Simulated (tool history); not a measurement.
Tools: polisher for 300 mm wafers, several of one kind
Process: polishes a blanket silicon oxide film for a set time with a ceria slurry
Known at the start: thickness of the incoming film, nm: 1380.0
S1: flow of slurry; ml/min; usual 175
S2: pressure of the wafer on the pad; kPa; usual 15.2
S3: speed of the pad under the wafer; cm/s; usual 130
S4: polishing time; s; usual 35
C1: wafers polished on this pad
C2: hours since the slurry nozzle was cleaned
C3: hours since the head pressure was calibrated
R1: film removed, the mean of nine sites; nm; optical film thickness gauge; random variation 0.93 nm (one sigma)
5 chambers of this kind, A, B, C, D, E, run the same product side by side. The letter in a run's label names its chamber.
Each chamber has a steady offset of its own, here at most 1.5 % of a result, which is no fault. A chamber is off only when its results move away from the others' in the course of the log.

At day 0.008: chamber A: worn pad replaced by a new one.
At day 0.329: chamber C: worn pad replaced by a new one.
Run 1E, day 0.354: usual settings; C1 555; C2 234; C3 113.3. Result: R1 134.11 nm.
At day 0.55: chamber B: head pressure recalibrated.
Run 2A, day 0.592: usual settings; C1 106; C2 227.1; C3 549.9. Result: R1 133.68 nm.
Run 3B, day 0.812: usual settings; C1 757; C2 196.1; C3 6.3. Result: R1 132.99 nm.
At day 0.942: chamber B: worn pad replaced by a new one.
Run 4D, day 1.083: usual settings; C1 472; C2 334.5; C3 338.9. Result: R1 134.41 nm.
At day 1.342: chamber D: head pressure recalibrated.
Run 5C, day 1.438: usual settings; C1 203; C2 178.3; C3 1077.8. Result: R1 133.47 nm.
At day 1.767: chamber D: worn pad replaced by a new one.
Run 6B, day 1.796: usual settings; C1 156; C2 219.7; C3 29.9. Result: R1 134.3 nm.
Run 7E, day 2.171: usual settings; C1 887; C2 277.6; C3 156.9. Result: R1 131.15 nm.
At day 2.183: chamber C: slurry nozzle cleaned.
Run 8D, day 2.538: usual settings; C1 141; C2 369.4; C3 28.7. Result: R1 134.25 nm.
Run 9C, day 2.958: usual settings; C1 481; C2 18.6; C3 1114.3. Result: R1 133.72 nm.
Run 10A, day 3.329: usual settings; C1 607; C2 292.8; C3 615.6. Result: R1 133.79 nm.
Run 11B, day 3.596: usual settings but S2 10.3 kPa, S4 24 s; C1 485; C2 262.9; C3 73.1. Result: R1 63.227 nm.
Run 12A, day 3.883: usual settings but S2 10.3 kPa, S4 24 s; C1 709; C2 306.1; C3 628.9. Result: R1 62.106 nm.
At day 4.058: chamber A: slurry nozzle cleaned.
Run 13E, day 4.321: usual settings but S2 10.3 kPa, S4 24 s; C1 1281; C2 329.2; C3 208.5. Result: R1 62.121 nm.
At day 4.442: chamber E: worn pad replaced by a new one.
Run 14D, day 4.604: usual settings but S2 10.3 kPa, S4 24 s; C1 519; C2 419; C3 78.3. Result: R1 63.465 nm.
At day 4.696: chamber A: worn pad replaced by a new one.
At day 4.862: chamber D: worn pad replaced by a new one.
Run 15C, day 5.058: usual settings but S2 10.3 kPa, S4 24 s; C1 865; C2 69; C3 1164.7. Result: R1 61.627 nm.
Run 16B, day 5.358: usual settings; C1 808; C2 305.2; C3 115.4. Result: R1 133.66 nm.
Run 17A, day 5.733: usual settings; C1 189; C2 40.2; C3 673.3. Result: R1 134.35 nm.
At day 5.929: chamber B: worn pad replaced by a new one.
Run 18D, day 6.058: usual settings; C1 218; C2 453.9; C3 113.2. Result: R1 134.53 nm.
Run 19C, day 6.35: usual settings; C1 1102; C2 100; C3 1195.7. Result: R1 135.43 nm.
At day 6.438: chamber C: worn pad replaced by a new one.
Run 20E, day 6.646: usual settings; C1 403; C2 385; C3 264.3. Result: R1 132.7 nm.
At day 6.912: chamber B: slurry nozzle cleaned.
Run 21A, day 7.079: usual settings; C1 436; C2 72.5; C3 705.6. Result: R1 134.39 nm.
At day 7.4: chamber C: head pressure recalibrated.
Run 22E, day 7.429: usual settings; C1 547; C2 403.8; C3 283.1. Result: R1 132.12 nm.
At day 7.704: chamber D: worn pad replaced by a new one.
Run 23B, day 7.738: usual settings; C1 331; C2 19.9; C3 172.5. Result: R1 133.93 nm.
Run 24D, day 8.075: usual settings; C1 68; C2 502.3; C3 161.6. Result: R1 134.46 nm.
Run 25C, day 8.462: usual settings; C1 371; C2 150.7; C3 25.6. Result: R1 146.47 nm.
Run 26C, day 8.704: usual settings; C1 415; C2 156.5; C3 31.4. Result: R1 144.38 nm.
Run 27D, day 8.946: usual settings; C1 227; C2 523.2; C3 182.5. Result: R1 133.33 nm.
Run 28E, day 9.35: usual settings; C1 898; C2 449.9; C3 329.2. Result: R1 132.99 nm.
At day 9.475: chamber A: worn pad replaced by a new one.
Run 29B, day 9.767: usual settings; C1 702; C2 68.6; C3 221.2. Result: R1 133.01 nm.
Run 30A, day 10.104: usual settings; C1 115; C2 145.1; C3 778.2. Result: R1 134.75 nm.
Run 31D, day 10.404: usual settings; C1 494; C2 558.2; C3 217.5. Result: R1 135.27 nm.
Run 32E, day 10.642: usual settings; C1 1135; C2 480.9; C3 360.2. Result: R1 133.41 nm.
At day 10.683: chamber B: worn pad replaced by a new one.
Run 33C, day 11: usual settings but S3 162 cm/s, S4 30 s; C1 835; C2 211.6; C3 86.5. Result: R1 154.66 nm.
At day 11.008: chamber D: worn pad replaced by a new one.
At day 11.092: chamber E: worn pad replaced by a new one.
Run 34B, day 11.292: usual settings but S3 162 cm/s, S4 30 s; C1 111; C2 105.2; C3 257.8. Result: R1 144.99 nm.
Run 35A, day 11.592: usual settings but S3 162 cm/s, S4 30 s; C1 388; C2 180.8; C3 813.9. Result: R1 141.44 nm.
Run 36A, day 11.892: usual settings but S3 162 cm/s, S4 30 s; C1 442; C2 188; C3 821.1. Result: R1 142.32 nm.
At day 11.988: chamber C: slurry nozzle cleaned.
Run 37B, day 12.179: usual settings but S3 162 cm/s, S4 30 s; C1 273; C2 126.5; C3 279.1. Result: R1 144.51 nm.
Run 38D, day 12.4: usual settings; C1 255; C2 606.1; C3 265.4. Result: R1 135.71 nm.
Run 39C, day 12.796: usual settings; C1 1164; C2 19.5; C3 129.6. Result: R1 145.24 nm.
Run 40E, day 13.067: usual settings; C1 362; C2 539.1; C3 418.4. Result: R1 133.06 nm.

Is one chamber off against the others, does the gauge drift, or is nothing wrong? If a chamber is off, say which, and what the likeliest cause is.

A service left chamber C off against the others.
Cause: head's pressure above its setpoint, % = 9.

Here are 4 candidates for chamber C's next run, each the usual settings with a change, their results left as question marks. Which one brings its results back in line with what the others give on the usual settings?
In line means no further than this from the other chambers' mean on the usual settings: R1 3.2 nm
Run 41C-1, day 13.396: usual settings but S1 225 ml/min. Result: R1 ?.
Run 41C-2, day 13.396: usual settings but S2 15.9 kPa, S3 136 cm/s. Result: R1 ?.
Run 41C-3, day 13.396: usual settings but S1 115 ml/min. Result: R1 ?.
Run 41C-4, day 13.396: usual settings but S3 124 cm/s. Result: R1 ?.

The other chambers' mean on the usual settings: R1 134.1 nm
  run      R1
41C-1  150.88
41C-2  159.61
41C-3  135.31
41C-4   139.3
41C-3 brings the chamber back in line.
